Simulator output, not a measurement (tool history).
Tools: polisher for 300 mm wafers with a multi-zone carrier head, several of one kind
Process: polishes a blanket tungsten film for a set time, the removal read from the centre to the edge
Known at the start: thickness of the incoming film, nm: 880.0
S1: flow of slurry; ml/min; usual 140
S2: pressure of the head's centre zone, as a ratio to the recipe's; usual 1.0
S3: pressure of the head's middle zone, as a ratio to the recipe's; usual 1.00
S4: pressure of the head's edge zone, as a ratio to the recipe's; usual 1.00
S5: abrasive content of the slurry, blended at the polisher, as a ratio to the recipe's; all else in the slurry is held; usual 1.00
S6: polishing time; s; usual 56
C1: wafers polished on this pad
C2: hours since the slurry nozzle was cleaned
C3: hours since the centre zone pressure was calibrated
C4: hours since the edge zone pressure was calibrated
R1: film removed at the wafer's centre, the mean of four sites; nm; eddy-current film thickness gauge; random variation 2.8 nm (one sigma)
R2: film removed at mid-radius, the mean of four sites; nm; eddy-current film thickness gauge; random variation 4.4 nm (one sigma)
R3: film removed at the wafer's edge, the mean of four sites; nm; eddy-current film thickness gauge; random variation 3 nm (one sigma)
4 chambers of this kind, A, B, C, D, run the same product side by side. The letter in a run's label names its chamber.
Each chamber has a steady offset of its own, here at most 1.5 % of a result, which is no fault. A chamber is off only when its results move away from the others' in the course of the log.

{"run": "1D", "day": 0.25, "S1": 140, "S2": 1.0, "S3": 1.0, "S4": 1.0, "S5": 1.0, "S6": 56, "C1": 98, "C2": 115.4, "C3": 197.2, "C4": 48.8, "R1": 312.97, "R2": 319.54, "R3": 315.84}
{"run": "2C", "day": 0.458, "S1": 140, "S2": 1.0, "S3": 1.0, "S4": 1.0, "S5": 1.0, "S6": 56, "C1": 366, "C2": 141.4, "C3": 337.8, "C4": 424.8, "R1": 313.86, "R2": 312.93, "R3": 313.16}
{"run": "3B", "day": 0.7, "S1": 140, "S2": 1.0, "S3": 1.0, "S4": 1.0, "S5": 1.0, "S6": 56, "C1": 373, "C2": 199.1, "C3": 82.2, "C4": 18.8, "R1": 314.63, "R2": 311.39, "R3": 315.01}
{"run": "4A", "day": 0.917, "S1": 140, "S2": 1.0, "S3": 1.0, "S4": 1.0, "S5": 1.0, "S6": 56, "C1": 410, "C2": 335.4, "C3": 506.4, "C4": 785.7, "R1": 313.96, "R2": 309.42, "R3": 315.07}
{"day": 1.154, "done": "chamber C: edge zone pressure recalibrated"}
{"run": "5B", "day": 1.2, "S1": 140, "S2": 1.0, "S3": 1.08, "S4": 1.0, "S5": 1.0, "S6": 56, "C1": 501, "C2": 211.1, "C3": 94.2, "C4": 30.8, "R1": 310.63, "R2": 329.86, "R3": 319.39}
{"run": "6C", "day": 1.388, "S1": 140, "S2": 1.0, "S3": 1.08, "S4": 1.0, "S5": 1.0, "S6": 56, "C1": 602, "C2": 163.7, "C3": 360.1, "C4": 5.7, "R1": 319.86, "R2": 337.18, "R3": 314.42}
{"day": 1.483, "done": "chamber B: worn pad replaced by a new one"}
{"run": "7A", "day": 1.588, "S1": 140, "S2": 1.0, "S3": 1.08, "S4": 1.0, "S5": 1.0, "S6": 56, "C1": 580, "C2": 351.5, "C3": 522.5, "C4": 801.8, "R1": 314.71, "R2": 336.61, "R3": 312.78}
{"run": "8D", "day": 1.738, "S1": 140, "S2": 1.0, "S3": 1.08, "S4": 1.0, "S5": 1.0, "S6": 56, "C1": 477, "C2": 151.1, "C3": 232.9, "C4": 84.5, "R1": 310.63, "R2": 342.0, "R3": 309.98}
{"run": "9B", "day": 1.929, "S1": 140, "S2": 1.0, "S3": 1.0, "S4": 1.0, "S5": 1.0, "S6": 56, "C1": 114, "C2": 228.6, "C3": 111.7, "C4": 48.3, "R1": 316.05, "R2": 314.71, "R3": 322.21}
{"run": "10C", "day": 2.108, "S1": 140, "S2": 1.0, "S3": 1.0, "S4": 1.0, "S5": 1.0, "S6": 56, "C1": 785, "C2": 181.0, "C3": 377.4, "C4": 23.0, "R1": 313.88, "R2": 317.17, "R3": 315.58}
{"run": "11A", "day": 2.317, "S1": 140, "S2": 1.0, "S3": 1.0, "S4": 1.0, "S5": 1.0, "S6": 56, "C1": 766, "C2": 369.0, "C3": 540.0, "C4": 819.3, "R1": 311.98, "R2": 304.38, "R3": 317.35}
{"day": 2.408, "done": "chamber A: edge zone pressure recalibrated"}
{"run": "12D", "day": 2.571, "S1": 140, "S2": 1.0, "S3": 1.0, "S4": 1.0, "S5": 1.0, "S6": 56, "C1": 689, "C2": 171.1, "C3": 252.9, "C4": 104.5, "R1": 303.22, "R2": 316.58, "R3": 312.07}
{"day": 2.638, "done": "chamber D: worn pad replaced by a new one"}
{"run": "13B", "day": 2.742, "S1": 140, "S2": 1.0, "S3": 1.0, "S4": 1.04, "S5": 1.0, "S6": 56, "C1": 320, "C2": 248.1, "C3": 131.2, "C4": 67.8, "R1": 309.67, "R2": 311.74, "R3": 332.2}
{"day": 2.958, "done": "chamber A: worn pad replaced by a new one"}
{"run": "14A", "day": 2.971, "S1": 140, "S2": 1.0, "S3": 1.0, "S4": 1.04, "S5": 1.0, "S6": 56, "C1": 4, "C2": 384.7, "C3": 555.7, "C4": 13.6, "R1": 314.62, "R2": 309.7, "R3": 320.03}
{"run": "15C", "day": 3.158, "S1": 140, "S2": 1.0, "S3": 1.0, "S4": 1.04, "S5": 1.0, "S6": 56, "C1": 1053, "C2": 206.2, "C3": 402.6, "C4": 48.2, "R1": 317.75, "R2": 312.1, "R3": 317.17}
{"run": "16D", "day": 3.342, "S1": 140, "S2": 1.0, "S3": 1.0, "S4": 1.04, "S5": 1.0, "S6": 56, "C1": 179, "C2": 189.6, "C3": 271.4, "C4": 123.0, "R1": 304.27, "R2": 308.32, "R3": 315.16}
{"day": 3.429, "done": "chamber B: worn pad replaced by a new one"}
{"run": "17B", "day": 3.488, "S1": 140, "S2": 1.0, "S3": 1.0, "S4": 1.0, "S5": 1.0, "S6": 56, "C1": 15, "C2": 266.0, "C3": 149.1, "C4": 85.7, "R1": 317.08, "R2": 325.49, "R3": 317.07}
{"run": "18A", "day": 3.654, "S1": 140, "S2": 1.0, "S3": 1.0, "S4": 1.0, "S5": 1.0, "S6": 56, "C1": 177, "C2": 401.1, "C3": 572.1, "C4": 30.0, "R1": 317.05, "R2": 309.27, "R3": 313.04}
{"run": "19C", "day": 3.933, "S1": 140, "S2": 1.0, "S3": 1.0, "S4": 1.0, "S5": 1.0, "S6": 56, "C1": 1250, "C2": 224.8, "C3": 421.2, "C4": 66.8, "R1": 311.97, "R2": 322.78, "R3": 315.54}
{"run": "20D", "day": 4.108, "S1": 140, "S2": 1.0, "S3": 1.0, "S4": 1.0, "S5": 1.0, "S6": 56, "C1": 374, "C2": 208.0, "C3": 289.8, "C4": 141.4, "R1": 303.99, "R2": 306.51, "R3": 308.08}
{"run": "21C", "day": 4.321, "S1": 140, "S2": 1.0, "S3": 1.0, "S4": 1.0, "S5": 1.0, "S6": 56, "C1": 1349, "C2": 234.1, "C3": 430.5, "C4": 76.1, "R1": 320.4, "R2": 316.67, "R3": 312.63}
{"run": "22D", "day": 4.496, "S1": 140, "S2": 1.0, "S3": 1.0, "S4": 1.0, "S5": 1.0, "S6": 56, "C1": 473, "C2": 217.3, "C3": 299.1, "C4": 150.7, "R1": 301.98, "R2": 304.98, "R3": 307.46}
{"day": 4.571, "done": "chamber C: worn pad replaced by a new one"}
{"run": "23B", "day": 4.733, "S1": 140, "S2": 1.0, "S3": 1.0, "S4": 1.0, "S5": 1.0, "S6": 56, "C1": 332, "C2": 295.9, "C3": 179.0, "C4": 115.6, "R1": 311.74, "R2": 310.99, "R3": 317.93}
{"day": 4.833, "done": "chamber D: worn pad replaced by a new one"}
{"run": "24A", "day": 5.025, "S1": 140, "S2": 1.0, "S3": 1.0, "S4": 1.0, "S5": 1.0, "S6": 56, "C1": 526, "C2": 434.0, "C3": 605.0, "C4": 62.9, "R1": 310.25, "R2": 308.28, "R3": 320.64}
{"run": "25D", "day": 5.242, "S1": 140, "S2": 1.0, "S3": 1.0, "S4": 1.0, "S5": 1.0, "S6": 56, "C1": 104, "C2": 235.2, "C3": 317.0, "C4": 168.6, "R1": 292.79, "R2": 305.58, "R3": 303.86}
{"run": "26B", "day": 5.45, "S1": 140, "S2": 1.0, "S3": 0.96, "S4": 1.0, "S5": 1.0, "S6": 68, "C1": 514, "C2": 313.1, "C3": 196.2, "C4": 132.8, "R1": 383.9, "R2": 363.98, "R3": 385.76}
{"day": 5.612, "done": "chamber B: worn pad replaced by a new one"}
{"run": "27A", "day": 5.621, "S1": 140, "S2": 1.0, "S3": 0.96, "S4": 1.0, "S5": 1.0, "S6": 68, "C1": 678, "C2": 448.3, "C3": 619.3, "C4": 77.2, "R1": 381.11, "R2": 349.65, "R3": 385.74}
{"day": 5.896, "done": "chamber A: worn pad replaced by a new one"}
{"run": "28C", "day": 5.904, "S1": 140, "S2": 1.0, "S3": 0.96, "S4": 1.0, "S5": 1.0, "S6": 68, "C1": 339, "C2": 272.1, "C3": 468.5, "C4": 114.1, "R1": 387.64, "R2": 376.86, "R3": 379.2}
{"run": "29A", "day": 6.133, "S1": 140, "S2": 1.0, "S3": 0.96, "S4": 1.0, "S5": 1.0, "S6": 68, "C1": 60, "C2": 460.6, "C3": 631.6, "C4": 89.5, "R1": 384.78, "R2": 360.79, "R3": 374.84}
{"run": "30D", "day": 6.317, "S1": 140, "S2": 1.0, "S3": 1.0, "S4": 1.0, "S5": 1.0, "S6": 56, "C1": 378, "C2": 261.0, "C3": 342.8, "C4": 194.4, "R1": 282.67, "R2": 293.56, "R3": 296.54}
{"run": "31C", "day": 6.5, "S1": 140, "S2": 1.0, "S3": 1.0, "S4": 1.11, "S5": 1.15, "S6": 56, "C1": 491, "C2": 286.4, "C3": 482.8, "C4": 128.4, "R1": 326.78, "R2": 329.23, "R3": 338.32}
{"run": "32B", "day": 6.788, "S1": 140, "S2": 1.0, "S3": 1.0, "S4": 1.11, "S5": 1.15, "S6": 56, "C1": 299, "C2": 345.2, "C3": 228.3, "C4": 164.9, "R1": 327.67, "R2": 321.25, "R3": 344.44}
{"run": "33D", "day": 6.962, "S1": 140, "S2": 1.0, "S3": 1.0, "S4": 1.11, "S5": 1.15, "S6": 56, "C1": 542, "C2": 276.5, "C3": 358.3, "C4": 209.9, "R1": 295.69, "R2": 297.19, "R3": 320.27}
{"run": "34A", "day": 7.133, "S1": 140, "S2": 1.0, "S3": 1.0, "S4": 1.11, "S5": 1.15, "S6": 56, "C1": 315, "C2": 484.6, "C3": 655.6, "C4": 113.5, "R1": 323.73, "R2": 322.13, "R3": 343.74}
{"run": "35C", "day": 7.292, "S1": 140, "S2": 1.0, "S3": 1.0, "S4": 1.0, "S5": 1.0, "S6": 56, "C1": 692, "C2": 305.4, "C3": 501.8, "C4": 147.4, "R1": 317.97, "R2": 312.81, "R3": 312.03}
{"day": 7.442, "done": "chamber D: worn pad replaced by a new one"}
{"day": 7.521, "done": "chamber B: worn pad replaced by a new one"}
{"run": "36B", "day": 7.562, "S1": 140, "S2": 1.0, "S3": 1.0, "S4": 1.0, "S5": 1.0, "S6": 56, "C1": 11, "C2": 363.8, "C3": 246.9, "C4": 183.5, "R1": 315.79, "R2": 315.41, "R3": 319.56}
{"run": "37B", "day": 7.712, "S1": 140, "S2": 1.0, "S3": 1.0, "S4": 1.0, "S5": 1.0, "S6": 56, "C1": 49, "C2": 367.4, "C3": 250.5, "C4": 187.1, "R1": 311.25, "R2": 311.32, "R3": 315.95}
{"run": "38D", "day": 7.879, "S1": 140, "S2": 1.0, "S3": 1.0, "S4": 1.05, "S5": 1.0, "S6": 56, "C1": 112, "C2": 298.5, "C3": 380.3, "C4": 231.9, "R1": 275.97, "R2": 283.57, "R3": 300.29}

What goes on in this fleet: one chamber off, a drifting gauge, or nothing beyond the chambers' own small offsets? Name the chamber and the cause, if any.

Chamber D drifts away from the others.
Cause: slurry flow missing at the pad, % = 32.9.

Here are 4 candidates for chamber D's next run, each the usual settings with a change, their results left as question marks. Which one brings its results back in line with what the others give on the usual settings?
In line means no further than this from the other chambers' mean on the usual settings: R1 9.70 nm; R2 15.00 nm; R3 10.00 nm
{"run": "39D-1", "day": 8.096, "S1": 145, "S2": 1.02, "S3": 1.01, "S4": 0.99, "S5": 1.0, "S6": 58, "R1": "?", "R2": "?", "R3": "?"}
{"run": "39D-2", "day": 8.096, "S1": 150, "S2": 1.03, "S3": 1.01, "S4": 0.98, "S5": 1.0, "S6": 60, "R1": "?", "R2": "?", "R3": "?"}
{"run": "39D-3", "day": 8.096, "S1": 130, "S2": 0.97, "S3": 0.99, "S4": 1.02, "S5": 1.0, "S6": 52, "R1": "?", "R2": "?", "R3": "?"}
{"run": "39D-4", "day": 8.096, "S1": 135, "S2": 0.98, "S3": 0.99, "S4": 1.01, "S5": 1.0, "S6": 54, "R1": "?", "R2": "?", "R3": "?"}

The other chambers' mean on the usual settings: R1 315.14 nm; R2 313.94 nm; R3 315.67 nm
run=39D-1 R1=296.01 R2=302.52 R3=305.68
run=39D-2 R1=312.98 R2=316.00 R3=316.62
run=39D-3 R1=241.56 R2=257.53 R3=272.35
run=39D-4 R1=257.25 R2=270.66 R3=283.59
39D-2 brings the chamber back in line.
